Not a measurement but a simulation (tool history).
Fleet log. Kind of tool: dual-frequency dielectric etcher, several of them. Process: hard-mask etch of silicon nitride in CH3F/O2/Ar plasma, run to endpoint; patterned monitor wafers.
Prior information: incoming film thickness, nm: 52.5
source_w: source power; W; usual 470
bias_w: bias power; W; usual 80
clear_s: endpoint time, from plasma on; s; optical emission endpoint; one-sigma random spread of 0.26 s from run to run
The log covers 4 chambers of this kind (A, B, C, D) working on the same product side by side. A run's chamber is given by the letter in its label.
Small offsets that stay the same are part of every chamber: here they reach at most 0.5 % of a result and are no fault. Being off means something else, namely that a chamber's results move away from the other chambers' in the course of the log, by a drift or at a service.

Run 1C, hour 12.4: usual settings. Result: clear_s 68.808 s.
Run 2A, hour 23.2: usual settings. Result: clear_s 69.050 s.
Run 3B, hour 34.9: usual settings. Result: clear_s 68.929 s.
Run 4D, hour 46.2: usual settings. Result: clear_s 68.813 s.
Run 5C, hour 57.0: usual settings but source_w 560 W. Result: clear_s 64.588 s.
Run 6A, hour 63.9: usual settings but source_w 560 W. Result: clear_s 64.759 s.
Run 7D, hour 76.2: usual settings but source_w 560 W. Result: clear_s 63.847 s.
Run 8B, hour 86.2: usual settings but source_w 560 W. Result: clear_s 64.333 s.
Run 9D, hour 96.5: usual settings. Result: clear_s 69.012 s.
Run 10B, hour 107.5: usual settings. Result: clear_s 68.474 s.
Run 11A, hour 119.5: usual settings. Result: clear_s 68.836 s.
Run 12C, hour 130.7: usual settings but source_w 410 W, bias_w 73 W. Result: clear_s 74.630 s.
At hour 134.9: chamber B: wet clean of the chamber.
Run 13D, hour 137.3: usual settings but source_w 410 W, bias_w 73 W. Result: clear_s 74.651 s.
Run 14C, hour 143.4: usual settings but source_w 410 W, bias_w 73 W. Result: clear_s 75.514 s.
Run 15A, hour 152.3: usual settings but source_w 410 W, bias_w 73 W. Result: clear_s 74.825 s.
Run 16B, hour 158.7: usual settings. Result: clear_s 68.442 s.
Run 17B, hour 170.2: usual settings. Result: clear_s 69.398 s.
Run 18D, hour 182.3: usual settings. Result: clear_s 68.687 s.
Run 19A, hour 191.1: usual settings. Result: clear_s 68.491 s.
Run 20C, hour 199.8: usual settings. Result: clear_s 69.563 s.
Run 21C, hour 208.3: usual settings. Result: clear_s 69.125 s.
Run 22D, hour 219.0: usual settings. Result: clear_s 68.302 s.
Run 23A, hour 228.7: usual settings. Result: clear_s 68.567 s.
Run 24B, hour 238.4: usual settings. Result: clear_s 69.205 s.
Run 25D, hour 245.5: usual settings. Result: clear_s 68.624 s.
Run 26A, hour 253.1: usual settings. Result: clear_s 68.945 s.
At hour 259.7: chamber D: source power generator calibrated.
Run 27C, hour 263.8: usual settings. Result: clear_s 69.465 s.
At hour 269.5: chamber D: wet clean of the chamber.
Run 28B, hour 277.0: usual settings. Result: clear_s 68.443 s.
Run 29C, hour 287.3: usual settings. Result: clear_s 69.303 s.
Run 30A, hour 295.4: usual settings. Result: clear_s 69.105 s.
Run 31B, hour 307.1: usual settings. Result: clear_s 68.446 s.
Run 32D, hour 318.6: usual settings. Result: clear_s 69.367 s.
Run 33A, hour 326.9: usual settings but bias_w 70 W. Result: clear_s 71.881 s.
At hour 332.9: chamber A: wet clean of the chamber.
Run 34B, hour 336.6: usual settings but bias_w 70 W. Result: clear_s 72.619 s.
At hour 341.5: chamber D: bias power generator calibrated.
Run 35C, hour 348.5: usual settings but bias_w 70 W. Result: clear_s 72.480 s.
Run 36D, hour 360.3: usual settings but bias_w 70 W. Result: clear_s 71.911 s.
Run 37A, hour 367.7: usual settings. Result: clear_s 69.510 s.
Run 38D, hour 374.6: usual settings. Result: clear_s 68.773 s.

For the next run the whole fleet of 4 chambers uses the same settings. Give each chamber's results:
Run 39A, hour 384.3: usual settings. Result: clear_s ?.
Run 39B, hour 384.3: usual settings. Result: clear_s ?.
Run 39C, hour 384.3: usual settings. Result: clear_s ?.
Run 39D, hour 384.3: usual settings. Result: clear_s ?.

run  clear_s
39A   68.769
39B   68.444
39C   69.705
39D   68.894
